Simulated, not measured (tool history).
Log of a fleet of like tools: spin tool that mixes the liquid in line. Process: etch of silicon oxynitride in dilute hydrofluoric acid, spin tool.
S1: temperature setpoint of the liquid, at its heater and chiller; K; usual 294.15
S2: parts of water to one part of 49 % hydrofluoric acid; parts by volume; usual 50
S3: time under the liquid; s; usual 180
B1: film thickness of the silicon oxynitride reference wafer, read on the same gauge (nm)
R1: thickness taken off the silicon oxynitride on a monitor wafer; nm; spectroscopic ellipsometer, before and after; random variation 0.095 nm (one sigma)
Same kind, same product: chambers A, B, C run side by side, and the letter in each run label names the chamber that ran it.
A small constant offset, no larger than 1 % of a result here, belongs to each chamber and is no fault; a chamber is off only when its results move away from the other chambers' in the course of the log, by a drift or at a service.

| run | day | S1 | S2 | S3 | B1 | R1 |
|---|---|---|---|---|---|---|
| 1C | 0.338 | 294.15 | 50 | 180 | 89.989 | 10.736 |
|  | 0.425 | chamber A: hydrofluoric acid flow meter replaced |
| 2B | 0.596 | 294.15 | 50 | 180 | 89.992 | 10.779 |
| 3A | 1.096 | 294.15 | 50 | 180 | 89.998 | 10.755 |
| 4C | 1.525 | 294.15 | 50 | 180 | 89.98 | 10.647 |
| 5A | 1.779 | 294.15 | 50 | 180 | 90.019 | 10.721 |
| 6B | 2.221 | 294.15 | 50 | 180 | 89.997 | 10.921 |
| 7B | 2.654 | 294.15 | 50 | 180 | 89.985 | 10.977 |
| 8C | 2.942 | 292.15 | 50 | 180 | 90.021 | 9.7361 |
| 9A | 3.392 | 292.15 | 50 | 180 | 90.007 | 9.4888 |
| 10B | 3.783 | 292.15 | 50 | 180 | 90.005 | 9.7486 |
| 11C | 4.312 | 294.15 | 50 | 180 | 89.984 | 10.875 |
| 12A | 4.846 | 294.15 | 50 | 180 | 89.998 | 10.713 |
| 13C | 5.388 | 294.15 | 50 | 180 | 89.982 | 10.757 |
| 14B | 5.875 | 294.15 | 50 | 180 | 89.998 | 11.117 |
| 15A | 6.167 | 294.15 | 50 | 180 | 89.975 | 10.406 |
| 16A | 6.442 | 294.15 | 40 | 180 | 90.002 | 12.962 |
| 17B | 6.917 | 294.15 | 40 | 180 | 89.978 | 13.597 |
| 18C | 7.212 | 294.15 | 40 | 180 | 89.974 | 13.271 |
| 19A | 7.458 | 294.15 | 50 | 180 | 89.999 | 10.325 |
| 20C | 7.742 | 294.15 | 50 | 180 | 90.035 | 10.75 |

Each of the 3 chambers runs these same settings next. Fill in every chamber's results:
| 21A | 8.142 | 294.15 | 50 | 140 |  | ? |
| 21B | 8.142 | 294.15 | 50 | 140 |  | ? |
| 21C | 8.142 | 294.15 | 50 | 140 |  | ? |

| run | R1 |
|---|---|
| 21A | 7.9205 |
| 21B | 8.265 |
| 21C | 8.3674 |
